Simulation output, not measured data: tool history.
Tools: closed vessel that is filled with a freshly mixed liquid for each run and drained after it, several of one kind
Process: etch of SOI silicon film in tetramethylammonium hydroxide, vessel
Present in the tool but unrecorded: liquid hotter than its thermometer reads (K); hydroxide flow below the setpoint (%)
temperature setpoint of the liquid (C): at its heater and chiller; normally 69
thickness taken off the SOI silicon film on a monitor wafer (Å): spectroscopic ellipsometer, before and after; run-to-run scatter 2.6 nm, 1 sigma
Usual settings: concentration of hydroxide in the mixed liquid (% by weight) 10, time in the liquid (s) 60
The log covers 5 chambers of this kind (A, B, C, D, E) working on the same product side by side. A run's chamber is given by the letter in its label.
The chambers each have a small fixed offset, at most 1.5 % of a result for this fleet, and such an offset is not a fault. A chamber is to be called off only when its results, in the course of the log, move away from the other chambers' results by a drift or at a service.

run,hour,temperature setpoint of the liquid (C),concentration of hydroxide in the mixed liquid (% by weight),time in the liquid (s),hours since the thermometer was replaced,hours since the hydroxide flow meter was replaced,"read-back film thickness of the SOI silicon film reference wafer, read on the same gauge (nm)",thickness taken off the SOI silicon film on a monitor wafer (Å)
1D,9.4,69,10,60,434.5,740.3,130,4069.1
2B,17.2,69,10,60,1553.7,136.7,130.01,4039.6
3C,26,69,10,60,2546.2,602.8,130.04,4001.4
4E,32.2,69,10,60,661.3,313.4,130.01,4037.7
# hour 36.7: chamber E: thermometer replaced
5A,37.9,69,10,60,196.1,1383.1,129.97,4100.3
6A,47.5,69,10,60,205.7,1392.7,130,4076.7
7E,53.9,69,10,60,17.2,335.1,129.98,4039.5
8D,60,69,10,60,485.1,790.9,130.01,4072.7
9C,67.6,73.5,10,40,2587.8,644.4,129.97,3534.6
10B,74,73.5,10,40,1610.5,193.5,130,3491.6
11C,81.9,73.5,10,40,2602.1,658.7,130.03,3529.6
12E,89.6,73.5,10,40,52.9,370.8,130.04,3528.8
13A,98,73.5,10,40,256.2,1443.2,130,3562.2
14D,106.7,69,10,60,531.8,837.6,130.02,4083.5
15B,115.1,69,10,60,1651.6,234.6,129.98,4043.4
16A,122.4,69,10,60,280.6,1467.6,130,4075.7
17D,129.8,69,10,60,554.9,860.7,130.01,4081.6
18B,134,69,10,60,1670.5,253.5,129.94,4078.4
19C,139.5,69,10,60,2659.7,716.3,130.03,4069.1
20E,144.5,69,10,60,107.8,425.7,129.98,4007
21B,150.4,69,10,60,1686.9,269.9,129.99,4038.2
22D,157,69,10,95,582.1,887.9,130,6442.4
23C,163.2,69,10,95,2683.4,740,129.96,6394.3
24A,168.3,69,10,95,326.5,1513.5,129.97,6453.4
25E,172.7,69,10,95,136,453.9,129.99,6333.9
26A,180.6,69,10,95,338.8,1525.8,129.99,6485.7
# hour 181.7: chamber C: hydroxide flow meter replaced
27D,185.4,69,10,60,610.5,916.3,130.03,4101.1
28B,190.5,69,10,60,1727,310,130.04,4029.3
29E,196,69,10,60,159.3,477.2,130.01,4063.7
# hour 196.6: chamber E: hydroxide flow meter replaced
30C,202.1,69,10,60,2722.3,20.4,129.96,4037.1
31A,206.5,65.5,10,60,364.7,1551.7,129.96,3254.3
32D,211.8,65.5,10,60,636.9,942.7,130,3354.5
33E,216.7,65.5,10,60,180,20.2,130,3252.3
34C,225.4,65.5,10,60,2745.6,43.7,129.99,3260.1
35B,231.2,65.5,10,60,1767.7,350.7,130.03,3309.6

One chamber off, gauge drift, or nothing amiss beyond the chambers' own small offsets? If it is a chamber, which one, and what is the likeliest cause?

Beyond each chamber's small constant offset nothing stands out, and the gauge stays steady.
